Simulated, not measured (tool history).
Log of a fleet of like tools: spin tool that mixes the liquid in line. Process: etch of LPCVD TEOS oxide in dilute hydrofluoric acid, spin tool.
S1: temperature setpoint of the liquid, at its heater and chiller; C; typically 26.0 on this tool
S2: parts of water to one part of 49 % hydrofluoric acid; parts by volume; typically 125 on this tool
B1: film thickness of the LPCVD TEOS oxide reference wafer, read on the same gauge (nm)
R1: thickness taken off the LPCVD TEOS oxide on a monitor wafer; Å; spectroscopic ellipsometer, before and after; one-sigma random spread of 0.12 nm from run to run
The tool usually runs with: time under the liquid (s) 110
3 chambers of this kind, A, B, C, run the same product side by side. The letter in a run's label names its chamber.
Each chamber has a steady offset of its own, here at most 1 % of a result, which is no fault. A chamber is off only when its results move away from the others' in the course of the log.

{"run": "1B", "hour": 11.0, "S1": 26.0, "S2": 125, "time under the liquid (s)": 110, "B1": 139.93, "R1": 155.04}
{"run": "2C", "hour": 21.9, "S1": 26.0, "S2": 125, "time under the liquid (s)": 110, "B1": 140.05, "R1": 154.97}
{"run": "3A", "hour": 27.4, "S1": 26.0, "S2": 125, "time under the liquid (s)": 110, "B1": 140.0, "R1": 156.2}
{"run": "4C", "hour": 33.2, "S1": 26.0, "S2": 125, "time under the liquid (s)": 110, "B1": 140.0, "R1": 157.66}
{"run": "5B", "hour": 41.7, "S1": 26.0, "S2": 125, "time under the liquid (s)": 110, "B1": 140.03, "R1": 155.58}
{"run": "6A", "hour": 47.5, "S1": 26.0, "S2": 125, "time under the liquid (s)": 110, "B1": 140.04, "R1": 154.86}
{"run": "7B", "hour": 57.9, "S1": 23.5, "S2": 95, "time under the liquid (s)": 110, "B1": 140.03, "R1": 190.08}
{"run": "8A", "hour": 70.1, "S1": 23.5, "S2": 95, "time under the liquid (s)": 110, "B1": 139.97, "R1": 192.58}
{"run": "9C", "hour": 78.0, "S1": 23.5, "S2": 95, "time under the liquid (s)": 110, "B1": 140.03, "R1": 194.1}
{"run": "10A", "hour": 90.1, "S1": 26.0, "S2": 180, "time under the liquid (s)": 155, "B1": 140.0, "R1": 143.15}
{"run": "11C", "hour": 100.8, "S1": 26.0, "S2": 180, "time under the liquid (s)": 155, "B1": 140.02, "R1": 144.3}
{"run": "12B", "hour": 110.5, "S1": 26.0, "S2": 180, "time under the liquid (s)": 155, "B1": 139.95, "R1": 143.74}
{"run": "13C", "hour": 118.2, "S1": 26.0, "S2": 125, "time under the liquid (s)": 110, "B1": 140.0, "R1": 153.09}
{"run": "14A", "hour": 123.9, "S1": 26.0, "S2": 125, "time under the liquid (s)": 110, "B1": 139.99, "R1": 159.57}
{"run": "15B", "hour": 129.4, "S1": 26.0, "S2": 125, "time under the liquid (s)": 110, "B1": 139.97, "R1": 154.0}
{"run": "16C", "hour": 139.6, "S1": 26.0, "S2": 125, "time under the liquid (s)": 110, "B1": 139.98, "R1": 154.7}
{"run": "17B", "hour": 151.4, "S1": 26.0, "S2": 125, "time under the liquid (s)": 110, "B1": 139.96, "R1": 154.31}
{"run": "18A", "hour": 163.0, "S1": 24.0, "S2": 125, "time under the liquid (s)": 110, "B1": 139.98, "R1": 145.94}
{"run": "19A", "hour": 171.2, "S1": 24.0, "S2": 125, "time under the liquid (s)": 110, "B1": 140.02, "R1": 147.57}
{"run": "20C", "hour": 179.6, "S1": 24.0, "S2": 125, "time under the liquid (s)": 110, "B1": 139.97, "R1": 144.23}
{"run": "21B", "hour": 186.2, "S1": 27.5, "S2": 125, "time under the liquid (s)": 155, "B1": 140.06, "R1": 227.6}
{"run": "22C", "hour": 197.2, "S1": 27.5, "S2": 125, "time under the liquid (s)": 155, "B1": 139.97, "R1": 230.93}
{"run": "23B", "hour": 208.7, "S1": 27.5, "S2": 125, "time under the liquid (s)": 155, "B1": 140.03, "R1": 233.05}
{"run": "24A", "hour": 215.5, "S1": 26.0, "S2": 125, "time under the liquid (s)": 110, "B1": 139.99, "R1": 163.07}
{"run": "25C", "hour": 226.6, "S1": 26.0, "S2": 185, "time under the liquid (s)": 110, "B1": 139.98, "R1": 98.053}
{"run": "26B", "hour": 232.6, "S1": 26.0, "S2": 185, "time under the liquid (s)": 110, "B1": 140.02, "R1": 97.282}
{"run": "27A", "hour": 239.2, "S1": 26.0, "S2": 185, "time under the liquid (s)": 110, "B1": 140.05, "R1": 102.99}
{"run": "28A", "hour": 247.6, "S1": 29.0, "S2": 125, "time under the liquid (s)": 110, "B1": 140.02, "R1": 179.78}
{"run": "29B", "hour": 254.4, "S1": 29.0, "S2": 125, "time under the liquid (s)": 110, "B1": 140.0, "R1": 172.83}
{"run": "30C", "hour": 262.5, "S1": 29.0, "S2": 125, "time under the liquid (s)": 110, "B1": 140.01, "R1": 173.24}
{"run": "31C", "hour": 270.3, "S1": 26.0, "S2": 125, "time under the liquid (s)": 110, "B1": 140.0, "R1": 154.49}
{"run": "32A", "hour": 280.2, "S1": 26.0, "S2": 125, "time under the liquid (s)": 110, "B1": 140.01, "R1": 164.89}
{"run": "33B", "hour": 292.2, "S1": 26.0, "S2": 125, "time under the liquid (s)": 110, "B1": 139.99, "R1": 155.09}
{"run": "34C", "hour": 302.5, "S1": 26.0, "S2": 125, "time under the liquid (s)": 110, "B1": 139.96, "R1": 155.68}
{"run": "35A", "hour": 312.8, "S1": 26.0, "S2": 125, "time under the liquid (s)": 110, "B1": 140.0, "R1": 164.36}
{"run": "36B", "hour": 321.7, "S1": 26.0, "S2": 125, "time under the liquid (s)": 110, "B1": 139.98, "R1": 156.99}
{"run": "37B", "hour": 331.0, "S1": 26.0, "S2": 125, "time under the liquid (s)": 110, "B1": 139.97, "R1": 154.42}
{"run": "38C", "hour": 339.7, "S1": 26.0, "S2": 125, "time under the liquid (s)": 110, "B1": 139.97, "R1": 153.79}
{"run": "39A", "hour": 351.8, "S1": 26.0, "S2": 125, "time under the liquid (s)": 110, "B1": 140.04, "R1": 165.22}
{"run": "40B", "hour": 363.9, "S1": 26.0, "S2": 125, "time under the liquid (s)": 110, "B1": 140.03, "R1": 154.72}
{"run": "41A", "hour": 371.9, "S1": 26.0, "S2": 125, "time under the liquid (s)": 110, "B1": 139.99, "R1": 167.37}

All chambers now run identical settings, listed one chamber a line with results as question marks. What results will each chamber show?
{"run": "42A", "hour": 380.8, "S1": 26.0, "S2": 80, "time under the liquid (s)": 110, "R1": "?"}
{"run": "42B", "hour": 380.8, "S1": 26.0, "S2": 80, "time under the liquid (s)": 110, "R1": "?"}
{"run": "42C", "hour": 380.8, "S1": 26.0, "S2": 80, "time under the liquid (s)": 110, "R1": "?"}

run=42A R1=274.850
run=42B R1=250.200
run=42C R1=254.080
